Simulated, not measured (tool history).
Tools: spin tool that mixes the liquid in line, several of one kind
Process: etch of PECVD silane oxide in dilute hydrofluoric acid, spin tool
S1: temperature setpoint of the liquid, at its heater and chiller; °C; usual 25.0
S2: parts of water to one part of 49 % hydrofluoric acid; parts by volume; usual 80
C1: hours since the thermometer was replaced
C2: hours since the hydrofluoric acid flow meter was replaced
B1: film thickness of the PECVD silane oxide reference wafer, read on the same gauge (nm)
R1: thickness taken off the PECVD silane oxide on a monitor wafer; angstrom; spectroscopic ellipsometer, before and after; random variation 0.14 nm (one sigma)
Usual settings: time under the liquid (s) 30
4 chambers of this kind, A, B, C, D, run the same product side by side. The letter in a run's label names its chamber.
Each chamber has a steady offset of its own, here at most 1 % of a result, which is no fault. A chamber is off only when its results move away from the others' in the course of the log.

{"run": "1A", "hour": 8.8, "S1": 25.0, "S2": 80, "time under the liquid (s)": 30, "C1": 1772.9, "C2": 428.2, "B1": 130.0, "R1": 166.75}
{"run": "2D", "hour": 16.8, "S1": 25.0, "S2": 80, "time under the liquid (s)": 30, "C1": 1334.3, "C2": 920.4, "B1": 129.98, "R1": 170.7}
{"run": "3C", "hour": 23.6, "S1": 25.0, "S2": 80, "time under the liquid (s)": 30, "C1": 966.7, "C2": 553.0, "B1": 130.02, "R1": 168.74}
{"run": "4B", "hour": 31.9, "S1": 25.0, "S2": 80, "time under the liquid (s)": 30, "C1": 585.5, "C2": 1749.8, "B1": 129.95, "R1": 166.79}
{"run": "5D", "hour": 40.3, "S1": 25.0, "S2": 80, "time under the liquid (s)": 30, "C1": 1357.8, "C2": 943.9, "B1": 129.99, "R1": 173.81}
{"run": "6A", "hour": 44.8, "S1": 25.0, "S2": 80, "time under the liquid (s)": 30, "C1": 1808.9, "C2": 464.2, "B1": 129.98, "R1": 166.65}
{"run": "7B", "hour": 51.9, "S1": 25.0, "S2": 80, "time under the liquid (s)": 30, "C1": 605.5, "C2": 1769.8, "B1": 129.95, "R1": 171.19}
{"run": "8C", "hour": 59.6, "S1": 25.0, "S2": 80, "time under the liquid (s)": 30, "C1": 1002.7, "C2": 589.0, "B1": 130.0, "R1": 168.39}
{"run": "9C", "hour": 65.1, "S1": 25.0, "S2": 80, "time under the liquid (s)": 30, "C1": 1008.2, "C2": 594.5, "B1": 129.99, "R1": 167.72}
{"run": "10B", "hour": 70.2, "S1": 25.0, "S2": 80, "time under the liquid (s)": 30, "C1": 623.8, "C2": 1788.1, "B1": 130.01, "R1": 171.1}
{"run": "11A", "hour": 74.6, "S1": 25.0, "S2": 80, "time under the liquid (s)": 30, "C1": 1838.7, "C2": 494.0, "B1": 129.97, "R1": 167.85}
{"run": "12D", "hour": 80.1, "S1": 25.0, "S2": 80, "time under the liquid (s)": 30, "C1": 1397.6, "C2": 983.7, "B1": 130.01, "R1": 170.27}
{"run": "13B", "hour": 86.8, "S1": 25.0, "S2": 80, "time under the liquid (s)": 30, "C1": 640.4, "C2": 1804.7, "B1": 129.98, "R1": 171.1}
{"run": "14D", "hour": 90.8, "S1": 25.0, "S2": 80, "time under the liquid (s)": 30, "C1": 1408.3, "C2": 994.4, "B1": 130.01, "R1": 170.32}
{"run": "15A", "hour": 99.3, "S1": 25.0, "S2": 80, "time under the liquid (s)": 30, "C1": 1863.4, "C2": 518.7, "B1": 129.98, "R1": 170.99}
{"run": "16C", "hour": 107.0, "S1": 28.5, "S2": 80, "time under the liquid (s)": 30, "C1": 1050.1, "C2": 636.4, "B1": 129.98, "R1": 193.13}
{"run": "17D", "hour": 115.7, "S1": 28.5, "S2": 80, "time under the liquid (s)": 30, "C1": 1433.2, "C2": 1019.3, "B1": 129.98, "R1": 195.83}
{"run": "18C", "hour": 122.2, "S1": 28.5, "S2": 80, "time under the liquid (s)": 30, "C1": 1065.3, "C2": 651.6, "B1": 130.01, "R1": 196.53}
{"run": "19B", "hour": 129.5, "S1": 28.5, "S2": 80, "time under the liquid (s)": 30, "C1": 683.1, "C2": 1847.4, "B1": 129.94, "R1": 195.33}
{"run": "20A", "hour": 137.8, "S1": 25.0, "S2": 80, "time under the liquid (s)": 30, "C1": 1901.9, "C2": 557.2, "B1": 130.05, "R1": 168.3}
{"run": "21D", "hour": 145.4, "S1": 25.0, "S2": 80, "time under the liquid (s)": 30, "C1": 1462.9, "C2": 1049.0, "B1": 129.98, "R1": 169.99}
{"run": "22A", "hour": 151.3, "S1": 25.0, "S2": 80, "time under the liquid (s)": 30, "C1": 1915.4, "C2": 570.7, "B1": 130.02, "R1": 167.82}
{"run": "23B", "hour": 155.6, "S1": 25.0, "S2": 80, "time under the liquid (s)": 30, "C1": 709.2, "C2": 1873.5, "B1": 129.96, "R1": 170.05}
{"run": "24C", "hour": 159.5, "S1": 25.0, "S2": 80, "time under the liquid (s)": 30, "C1": 1102.6, "C2": 688.9, "B1": 129.97, "R1": 169.09}
{"run": "25C", "hour": 165.0, "S1": 25.0, "S2": 80, "time under the liquid (s)": 30, "C1": 1108.1, "C2": 694.4, "B1": 129.98, "R1": 167.11}
{"run": "26B", "hour": 171.0, "S1": 25.0, "S2": 80, "time under the liquid (s)": 30, "C1": 724.6, "C2": 1888.9, "B1": 129.95, "R1": 171.93}
{"hour": 172.3, "done": "chamber B: hydrofluoric acid flow meter replaced"}
{"run": "27A", "hour": 177.7, "S1": 25.0, "S2": 80, "time under the liquid (s)": 30, "C1": 1941.8, "C2": 597.1, "B1": 130.03, "R1": 168.59}
{"run": "28D", "hour": 182.1, "S1": 25.0, "S2": 80, "time under the liquid (s)": 30, "C1": 1499.6, "C2": 1085.7, "B1": 130.0, "R1": 170.79}
{"run": "29A", "hour": 187.2, "S1": 25.0, "S2": 80, "time under the liquid (s)": 30, "C1": 1951.3, "C2": 606.6, "B1": 129.98, "R1": 167.13}
{"run": "30B", "hour": 193.1, "S1": 25.0, "S2": 80, "time under the liquid (s)": 30, "C1": 746.7, "C2": 20.8, "B1": 129.99, "R1": 168.43}

All 4 chambers run these settings next. Forecast each chamber's results:
{"run": "31A", "hour": 199.5, "S1": 25.0, "S2": 60, "time under the liquid (s)": 30, "R1": "?"}
{"run": "31B", "hour": 199.5, "S1": 25.0, "S2": 60, "time under the liquid (s)": 30, "R1": "?"}
{"run": "31C", "hour": 199.5, "S1": 25.0, "S2": 60, "time under the liquid (s)": 30, "R1": "?"}
{"run": "31D", "hour": 199.5, "S1": 25.0, "S2": 60, "time under the liquid (s)": 30, "R1": "?"}

run=31A R1=231.86
run=31B R1=234.10
run=31C R1=228.35
run=31D R1=234.52
